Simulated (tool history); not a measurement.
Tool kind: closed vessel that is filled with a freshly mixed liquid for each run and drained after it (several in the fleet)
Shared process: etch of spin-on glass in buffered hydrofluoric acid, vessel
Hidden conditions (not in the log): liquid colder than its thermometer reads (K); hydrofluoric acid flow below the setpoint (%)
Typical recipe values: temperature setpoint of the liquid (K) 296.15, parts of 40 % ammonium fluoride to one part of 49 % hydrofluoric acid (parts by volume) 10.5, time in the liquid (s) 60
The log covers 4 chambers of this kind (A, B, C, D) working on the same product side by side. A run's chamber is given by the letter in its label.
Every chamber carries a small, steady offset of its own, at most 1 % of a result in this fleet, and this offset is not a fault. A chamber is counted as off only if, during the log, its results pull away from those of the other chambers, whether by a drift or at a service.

run,hour,temperature setpoint of the liquid (K),parts of 40 % ammonium fluoride to one part of 49 % hydrofluoric acid (parts by volume),time in the liquid (s),hours since the thermometer was replaced,hours since the hydrofluoric acid flow meter was replaced,"read-back film thickness of the spin-on glass reference wafer, read on the same gauge (nm)",thickness taken off the spin-on glass on a monitor wafer (nm)
1C,8.8,296.15,10.5,60,145.3,782.9,70.034,260.71
# hour 12.5: chamber B: hydrofluoric acid flow meter replaced
# hour 16.5: chamber D: thermometer replaced
2B,20.2,296.15,10.5,60,795.1,7.8,69.993,257.01
3A,27.6,296.15,10.5,60,989.9,401.8,70.022,260.85
4D,35.9,296.15,10.5,60,19.5,1324.1,70.003,261.13
5A,47.1,296.15,10.5,50,1009.4,421.3,70.019,217.11
6C,62.2,296.15,10.5,50,198.7,836.3,69.990,216.09
7B,72.8,296.15,10.5,50,847.7,60.4,70.026,212.69
8D,80.2,296.15,10.5,50,63.8,1368.4,70.035,219.60
9B,89.5,296.15,10.5,60,864.4,77.1,69.997,255.81
10D,101.7,296.15,10.5,60,85.3,1389.9,70.002,260.22
11C,108.3,296.15,10.5,60,244.8,882.4,70.040,258.71
# hour 111.8: chamber A: hydrofluoric acid flow meter replaced
12A,120.2,296.15,10.5,60,1082.5,8.5,70.015,260.66
13A,128.4,296.15,10.5,60,1090.7,16.7,69.998,261.74
14D,140.1,296.15,10.5,60,123.7,1428.3,69.988,263.69
15B,154.0,296.15,10.5,60,928.9,141.6,69.946,254.40
16C,166.9,296.15,10.5,45,303.4,941.0,70.011,195.66
# hour 178.3: chamber A: thermometer replaced
17A,180.9,296.15,10.5,45,2.7,69.2,70.010,196.17
18B,188.8,296.15,10.5,45,963.7,176.4,69.951,191.64
19D,199.6,296.15,10.5,45,183.2,1487.8,70.033,196.77
20C,208.9,296.15,10.5,60,345.4,983.0,70.047,257.98
21C,220.4,296.15,10.5,60,356.9,994.5,69.991,258.68
22B,228.1,296.15,10.5,60,1003.0,215.7,69.939,254.95
23A,236.8,296.15,10.5,60,58.6,125.1,70.006,262.51
24D,247.5,300.15,10.5,40,231.1,1535.7,70.005,215.63
25B,254.2,300.15,10.5,40,1029.1,241.8,70.026,212.12
26D,264.0,300.15,10.5,40,247.6,1552.2,70.022,214.25
27A,274.2,300.15,10.5,40,96.0,162.5,69.997,216.64

The same settings go to every chamber for the next run, one line per chamber below. Forecast the results for each:
28A,285.1,296.15,10.5,60,,,,?
28B,285.1,296.15,10.5,60,,,,?
28C,285.1,296.15,10.5,60,,,,?
28D,285.1,296.15,10.5,60,,,,?

run,thickness taken off the spin-on glass on a monitor wafer (nm)
28A,262.44
28B,256.75
28C,260.45
28D,262.91
